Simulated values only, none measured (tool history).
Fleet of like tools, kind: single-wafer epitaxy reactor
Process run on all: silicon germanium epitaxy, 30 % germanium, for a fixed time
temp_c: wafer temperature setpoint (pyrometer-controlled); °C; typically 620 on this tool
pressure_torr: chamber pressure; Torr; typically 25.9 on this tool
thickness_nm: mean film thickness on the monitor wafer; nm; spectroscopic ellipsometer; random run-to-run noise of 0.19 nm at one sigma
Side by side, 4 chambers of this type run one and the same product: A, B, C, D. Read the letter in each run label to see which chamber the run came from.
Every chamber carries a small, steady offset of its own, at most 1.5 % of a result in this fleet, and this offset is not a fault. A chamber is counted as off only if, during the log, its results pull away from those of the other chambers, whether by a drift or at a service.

| run | hour | temp_c | pressure_torr | hours since the last pyrometer calibration | hours since the last manometer calibration | read-back reference wafer on the same gauge, thickness_nm | thickness_nm |
|---|---|---|---|---|---|---|---|
| 1B | 7.2 | 620 | 25.9 | 64.3 | 283.4 | 102.55 | 93.843 |
| 2C | 15.3 | 620 | 25.9 | 242.4 | 2603.5 | 102.5 | 94.659 |
| 3A | 19.9 | 620 | 25.9 | 726.2 | 823.6 | 102.42 | 92.756 |
| 4D | 24.5 | 620 | 25.9 | 2120.4 | 300 | 102.52 | 94.066 |
| 5D | 29.8 | 620 | 25.9 | 2125.7 | 305.3 | 102.53 | 93.586 |
| 6C | 34.4 | 620 | 25.9 | 261.5 | 2622.6 | 102.5 | 94.211 |
| 7A | 38.6 | 634 | 31.1 | 744.9 | 842.3 | 102.47 | 127.17 |
| 8B | 43.7 | 634 | 31.1 | 100.8 | 319.9 | 102.49 | 128.3 |
| 9C | 47.9 | 634 | 31.1 | 275 | 2636.1 | 102.49 | 129.18 |
| 10A | 51.7 | 634 | 31.1 | 758 | 855.4 | 102.51 | 127.26 |
| 11B | 56.1 | 620 | 25.9 | 113.2 | 332.3 | 102.54 | 93.913 |
|  | 60.8 | chamber C: capacitance manometer re-zeroed and calibrated |
| 12D | 61.3 | 620 | 25.9 | 2157.2 | 336.8 | 102.5 | 93.573 |
| 13A | 69.1 | 620 | 25.9 | 775.4 | 872.8 | 102.46 | 92.784 |
| 14B | 74.8 | 609 | 23.6 | 131.9 | 351 | 102.58 | 74.722 |
| 15C | 81.7 | 609 | 23.6 | 308.8 | 20.9 | 102.48 | 75.016 |
|  | 88.7 | chamber D: pyrometer calibrated |
| 16D | 89.8 | 609 | 23.6 | 1.2 | 365.3 | 102.54 | 75.655 |
| 17B | 97 | 609 | 23.6 | 154.1 | 373.2 | 102.49 | 74.764 |
| 18C | 104.4 | 620 | 25.9 | 331.5 | 43.6 | 102.52 | 94.548 |
| 19A | 109.1 | 620 | 25.9 | 815.4 | 912.8 | 102.51 | 92.657 |
| 20D | 116.4 | 620 | 25.9 | 27.8 | 391.9 | 102.47 | 95.922 |
| 21A | 120.4 | 610 | 21.4 | 826.7 | 924.1 | 102.49 | 71.912 |
| 22B | 127.7 | 610 | 21.4 | 184.8 | 403.9 | 102.51 | 73.026 |
| 23C | 131.4 | 610 | 21.4 | 358.5 | 70.6 | 102.54 | 73.27 |
| 24D | 139 | 610 | 21.4 | 50.4 | 414.5 | 102.52 | 73.964 |

Each of the 4 chambers runs these same settings next. Fill in every chamber's results:
| 25A | 144.9 | 620 | 25.9 |  |  |  | ? |
| 25B | 144.9 | 620 | 25.9 |  |  |  | ? |
| 25C | 144.9 | 620 | 25.9 |  |  |  | ? |
| 25D | 144.9 | 620 | 25.9 |  |  |  | ? |

| run | thickness_nm |
|---|---|
| 25A | 92.549 |
| 25B | 93.589 |
| 25C | 94.657 |
| 25D | 95.083 |
